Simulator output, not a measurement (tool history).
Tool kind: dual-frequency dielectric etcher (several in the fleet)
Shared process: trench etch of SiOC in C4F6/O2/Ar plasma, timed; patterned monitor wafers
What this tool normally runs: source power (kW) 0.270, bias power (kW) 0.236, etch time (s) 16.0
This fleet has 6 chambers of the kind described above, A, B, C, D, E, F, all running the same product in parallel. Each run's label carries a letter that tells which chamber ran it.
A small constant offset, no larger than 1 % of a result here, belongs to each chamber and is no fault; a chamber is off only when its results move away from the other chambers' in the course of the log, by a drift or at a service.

| run | hour | source power (kW) | bias power (kW) | etch time (s) | hours since the last wet clean | hours since the last source power generator calibration | hours since the last bias power generator calibration | read-back reference wafer on the same gauge, depth_nm | mean etch depth across the wafer (nm) |
|---|---|---|---|---|---|---|---|---|---|
| 1D | 5.0 | 0.270 | 0.236 | 16.0 | 18.6 | 743.9 | 2884.3 | 29.819 | 30.988 |
| 2A | 9.5 | 0.270 | 0.236 | 16.0 | 370.6 | 438.2 | 3659.7 | 29.764 | 30.996 |
| 3E | 13.9 | 0.270 | 0.236 | 16.0 | 317.4 | 1761.2 | 530.1 | 29.812 | 30.727 |
| 4B | 19.0 | 0.270 | 0.236 | 16.0 | 367.0 | 1955.4 | 926.2 | 29.763 | 31.448 |
| 5F | 25.3 | 0.270 | 0.236 | 16.0 | 169.7 | 346.1 | 431.1 | 29.796 | 31.525 |
| 6C | 29.7 | 0.270 | 0.236 | 16.0 | 367.9 | 1883.8 | 107.2 | 29.795 | 31.293 |
| 7D | 36.0 | 0.270 | 0.236 | 16.0 | 49.6 | 774.9 | 2915.3 | 29.803 | 31.073 |
| 8C | 41.2 | 0.270 | 0.236 | 16.0 | 379.4 | 1895.3 | 118.7 | 29.800 | 31.224 |
| 9B | 48.5 | 0.270 | 0.236 | 16.0 | 396.5 | 1984.9 | 955.7 | 29.814 | 31.380 |
| 10A | 55.7 | 0.270 | 0.236 | 16.0 | 416.8 | 484.4 | 3705.9 | 29.812 | 31.108 |
| 11E | 62.5 | 0.320 | 0.236 | 12.0 | 366.0 | 1809.8 | 578.7 | 29.822 | 24.764 |
| 12F | 66.8 | 0.320 | 0.236 | 12.0 | 211.2 | 387.6 | 472.6 | 29.776 | 25.004 |
| 13C | 73.7 | 0.320 | 0.236 | 12.0 | 411.9 | 1927.8 | 151.2 | 29.772 | 25.119 |
| 14A | 77.5 | 0.320 | 0.236 | 12.0 | 438.6 | 506.2 | 3727.7 | 29.795 | 24.795 |
|  | 79.4 | chamber A: wet clean of the chamber |
| 15B | 84.5 | 0.320 | 0.236 | 12.0 | 432.5 | 2020.9 | 991.7 | 29.812 | 25.204 |
|  | 90.0 | chamber C: wet clean of the chamber |
| 16D | 90.5 | 0.320 | 0.236 | 12.0 | 104.1 | 829.4 | 2969.8 | 29.799 | 24.884 |
| 17E | 95.8 | 0.270 | 0.193 | 16.0 | 399.3 | 1843.1 | 612.0 | 29.799 | 29.179 |
| 18F | 102.5 | 0.270 | 0.193 | 16.0 | 246.9 | 423.3 | 508.3 | 29.802 | 29.324 |
| 19E | 108.2 | 0.270 | 0.193 | 16.0 | 411.7 | 1855.5 | 624.4 | 29.803 | 29.043 |
| 20C | 113.9 | 0.270 | 0.193 | 16.0 | 23.9 | 1968.0 | 191.4 | 29.793 | 29.125 |
| 21A | 118.3 | 0.270 | 0.193 | 16.0 | 39.0 | 547.0 | 3768.5 | 29.786 | 27.826 |
| 22D | 125.3 | 0.270 | 0.193 | 16.0 | 138.9 | 864.2 | 3004.6 | 29.785 | 29.179 |
| 23B | 130.2 | 0.270 | 0.236 | 16.0 | 478.2 | 2066.6 | 1037.4 | 29.829 | 31.092 |
| 24F | 135.0 | 0.270 | 0.236 | 16.0 | 279.4 | 455.8 | 540.8 | 29.816 | 31.398 |
| 25B | 138.5 | 0.270 | 0.236 | 14.0 | 486.5 | 2074.9 | 1045.7 | 29.792 | 27.578 |
| 26A | 143.8 | 0.270 | 0.236 | 14.0 | 64.5 | 572.5 | 3794.0 | 29.830 | 25.930 |
| 27C | 148.6 | 0.270 | 0.236 | 14.0 | 58.6 | 2002.7 | 226.1 | 29.794 | 27.286 |
| 28F | 152.4 | 0.270 | 0.236 | 14.0 | 296.8 | 473.2 | 558.2 | 29.814 | 27.484 |
| 29D | 155.7 | 0.270 | 0.236 | 14.0 | 169.3 | 894.6 | 3035.0 | 29.803 | 27.251 |
| 30E | 162.8 | 0.270 | 0.236 | 14.0 | 466.3 | 1910.1 | 679.0 | 29.799 | 27.294 |
| 31C | 165.9 | 0.270 | 0.236 | 16.0 | 75.9 | 2020.0 | 243.4 | 29.781 | 31.084 |
| 32D | 170.0 | 0.270 | 0.236 | 16.0 | 183.6 | 908.9 | 3049.3 | 29.786 | 30.853 |
| 33F | 176.5 | 0.270 | 0.236 | 16.0 | 320.9 | 497.3 | 582.3 | 29.839 | 31.517 |
| 34A | 183.5 | 0.270 | 0.236 | 16.0 | 104.2 | 612.2 | 3833.7 | 29.771 | 29.738 |
| 35B | 187.6 | 0.270 | 0.236 | 16.0 | 535.6 | 2124.0 | 1094.8 | 29.789 | 31.268 |
| 36E | 192.7 | 0.270 | 0.236 | 16.0 | 496.2 | 1940.0 | 708.9 | 29.797 | 31.210 |

Has any chamber moved away from the others, gradually or after a service, or does the common gauge drift, or do the chambers differ only by their own small steady offsets? State the chamber and the most likely cause if one applies.

Chamber A has stood off from the others ever since a service on it.
Cause: etch rate under this chamber's usual, % = 4.35.

Here are 4 candidates for chamber A's next run, each the usual settings with a change, their results left as question marks. Which one brings its results back in line with what the others give on the usual settings?
Maximum distance from the other chambers' mean on the usual settings for a result to count as in line: mean etch depth across the wafer (nm) 0.510
| 37A-1 | 198.0 | 0.310 | 0.236 | 16.0 |  |  |  |  | ? |
| 37A-2 | 198.0 | 0.250 | 0.221 | 16.0 |  |  |  |  | ? |
| 37A-3 | 198.0 | 0.310 | 0.262 | 16.0 |  |  |  |  | ? |
| 37A-4 | 198.0 | 0.260 | 0.232 | 15.0 |  |  |  |  | ? |

Usual-settings mean across the other chambers: mean etch depth across the wafer (nm) 31.219
| run | mean etch depth across the wafer (nm) |
|---|---|
| 37A-1 | 31.309 |
| 37A-2 | 28.174 |
| 37A-3 | 32.455 |
| 37A-4 | 27.266 |
The right change is 37A-1: it brings the chamber back within the allowed miss of the others.
